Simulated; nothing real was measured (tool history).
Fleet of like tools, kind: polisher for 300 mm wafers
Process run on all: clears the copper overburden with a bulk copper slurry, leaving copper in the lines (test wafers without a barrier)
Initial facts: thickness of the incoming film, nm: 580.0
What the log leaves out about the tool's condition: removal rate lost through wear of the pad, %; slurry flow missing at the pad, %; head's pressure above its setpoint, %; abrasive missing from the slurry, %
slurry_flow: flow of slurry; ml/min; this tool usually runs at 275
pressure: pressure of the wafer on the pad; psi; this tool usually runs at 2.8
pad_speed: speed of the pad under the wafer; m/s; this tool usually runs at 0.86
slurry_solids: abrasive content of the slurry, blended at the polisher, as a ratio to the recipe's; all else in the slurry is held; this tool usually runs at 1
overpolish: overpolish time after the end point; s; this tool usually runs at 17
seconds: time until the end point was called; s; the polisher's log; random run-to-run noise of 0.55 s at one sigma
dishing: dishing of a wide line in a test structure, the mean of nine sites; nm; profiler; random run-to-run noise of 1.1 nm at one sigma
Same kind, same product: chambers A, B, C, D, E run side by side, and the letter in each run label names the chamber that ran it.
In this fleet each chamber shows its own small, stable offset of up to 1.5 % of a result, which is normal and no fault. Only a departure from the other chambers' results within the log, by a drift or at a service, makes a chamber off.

run   hour  slurry_flow  pressure  pad_speed  slurry_solids  overpolish  wafers polished on this pad  hours since the slurry nozzle was cleaned  hours since the head pressure was calibrated  hours since the slurry blender was calibrated  seconds  dishing
         1  -- chamber A: slurry blender recalibrated
 1C    9.9          275       2.8       0.86              1          17                          492                                       61.8                                          90.4                                          109.7   63.564   85.657
      16.6  -- chamber E: slurry nozzle cleaned
      17.8  -- chamber A: head pressure recalibrated
      18.9  -- chamber B: worn pad replaced by a new one
 2E   21.3          275       2.8       0.86              1          17                          700                                        4.7                                         965.1                                          138.9   63.651   85.337
 3A   31.7          275       2.8       0.86              1          17                          506                                      262.5                                            14                                           30.7   64.796   86.153
 4B     38          275       2.8       0.86              1          17                          266                                       85.2                                         500.8                                             63   64.549   87.452
      38.7  -- chamber E: worn pad replaced by a new one
      42.8  -- chamber B: head pressure recalibrated
 5D   44.6          275       2.8       0.86              1          17                          893                                       55.2                                           282                                          171.5   65.295   86.159
      51.6  -- chamber D: worn pad replaced by a new one
      54.1  -- chamber C: worn pad replaced by a new one
 6C   58.7          275       2.8       0.86              1          17                           64                                      110.6                                         139.2                                          158.5    64.94   85.811
 7E   71.2          275       2.8       0.86              1          17                          452                                       54.6                                          1015                                          188.8   64.018   86.115
      75.9  -- chamber D: slurry blender recalibrated
 8B     78          275       2.5       0.86              1          12                          823                                      125.2                                          35.2                                            103   72.086   60.098
      85.8  -- chamber A: worn pad replaced by a new one
 9A   87.2          275       2.5       0.86              1          12                           20                                        318                                          69.5                                           86.2   72.715   60.539
      94.9  -- chamber E: worn pad replaced by a new one
      97.4  -- chamber D: head pressure recalibrated
10D   98.9          275       2.5       0.86              1          12                          659                                      109.5                                           1.6                                             23   73.407   60.317
11D  109.1          275       2.5       0.86              1          12                          801                                      119.7                                          11.8                                           33.2   73.103   60.015
12E  116.1          275       2.5       0.86              1          12                          296                                       99.5                                        1059.9                                          233.7   72.458   62.294
     120.6  -- chamber E: head pressure recalibrated
     120.7  -- chamber D: worn pad replaced by a new one
       127  -- chamber C: slurry blender recalibrated
13A  128.7          275       2.8       0.86              1          17                          598                                      359.5                                           111                                          127.7   64.552   85.997
     132.8  -- chamber B: worn pad replaced by a new one
     134.5  -- chamber C: worn pad replaced by a new one
14C  137.7          275       2.8       0.86              1          17                           44                                      189.6                                         218.2                                           10.8   64.165   85.302
15B  150.2          275       2.8       0.86              1          17                          243                                      197.4                                         107.4                                          175.2   64.114   87.156
     152.2  -- chamber E: worn pad replaced by a new one
16C  164.3          275       2.8       0.86              1          17                          415                                      216.2                                         244.8                                           37.4   65.712   85.627
17A  174.6          275       3.5       1.12              1          17                         1236                                      405.4                                         156.9                                          173.6   39.379    118.2
     181.3  -- chamber D: worn pad replaced by a new one
     183.3  -- chamber C: slurry nozzle cleaned
18D    188          275       3.5       1.12              1          17                           94                                      198.6                                          90.7                                          112.1   39.602   116.26
     198.1  -- chamber A: worn pad replaced by a new one
19E  198.5          275       3.5       1.12              1          17                          644                                      181.9                                            78                                          316.1   39.756    118.5
20B  206.5          275       3.5       1.12              1          17                         1026                                      253.7                                         163.7                                          231.5   39.923   117.63
     212.8  -- chamber E: worn pad replaced by a new one
     217.3  -- chamber C: worn pad replaced by a new one
21E    220          275       3.5       1.12              1          17                          100                                      203.4                                          99.5                                          337.6   40.188   120.17
22B  231.5          275       2.8       0.86              1          17                         1374                                      278.7                                         188.7                                          256.5   64.333   86.051
     233.6  -- chamber B: worn pad replaced by a new one
     238.9  -- chamber E: slurry blender recalibrated
23A  239.6          275       2.8       0.86              1          17                          578                                      470.4                                         221.9                                          238.6   65.292   84.061
     243.1  -- chamber D: slurry blender recalibrated
24C  248.9          275       2.8       0.86              1          17                          440                                       65.7                                         329.4                                            122   64.847   85.403
     249.1  -- chamber D: worn pad replaced by a new one
25D  256.6          275       2.8       0.86              1          17                          105                                      267.2                                         159.3                                           13.5   64.728    84.64
26E  270.5          275       2.8       0.86              1          17                          803                                      253.9                                           150                                           31.7   64.445   86.005
     274.1  -- chamber E: worn pad replaced by a new one
       275  -- chamber A: slurry blender recalibrated
27B    285          275       2.8       0.86              1          17                          715                                      332.2                                         242.2                                            310   63.394   85.701
     286.7  -- chamber A: slurry nozzle cleaned
28C  298.3          275       3.2       0.86            1.1          17                         1127                                      115.1                                         378.8                                          171.4   54.275   96.423
     306.9  -- chamber D: worn pad replaced by a new one
29D  307.6          275       3.2       0.86            1.1          17                           10                                      318.2                                         210.3                                           64.5   55.561   98.342
     308.6  -- chamber A: worn pad replaced by a new one
30A    317          275       3.2       0.86            1.1          17                          117                                       30.4                                         299.3                                           42.1   56.376    96.96
31E  329.1          275       3.2       0.86            1.1          17                          765                                      312.5                                         208.6                                           90.3   55.402   98.305

Predict what each chamber gives when all 5 of them run the settings below next.
32A  339.5          275       2.8       0.86              1          17                                                                                                                                                                             ?        ?
32B  339.5          275       2.8       0.86              1          17                                                                                                                                                                             ?        ?
32C  339.5          275       2.8       0.86              1          17                                                                                                                                                                             ?        ?
32D  339.5          275       2.8       0.86              1          17                                                                                                                                                                             ?        ?
32E  339.5          275       2.8       0.86              1          17                                                                                                                                                                             ?        ?

run  seconds  dishing
32A   65.323    85.17
32B   64.961   85.763
32C   64.818    84.32
32D   65.402    85.33
32E   64.783   86.078
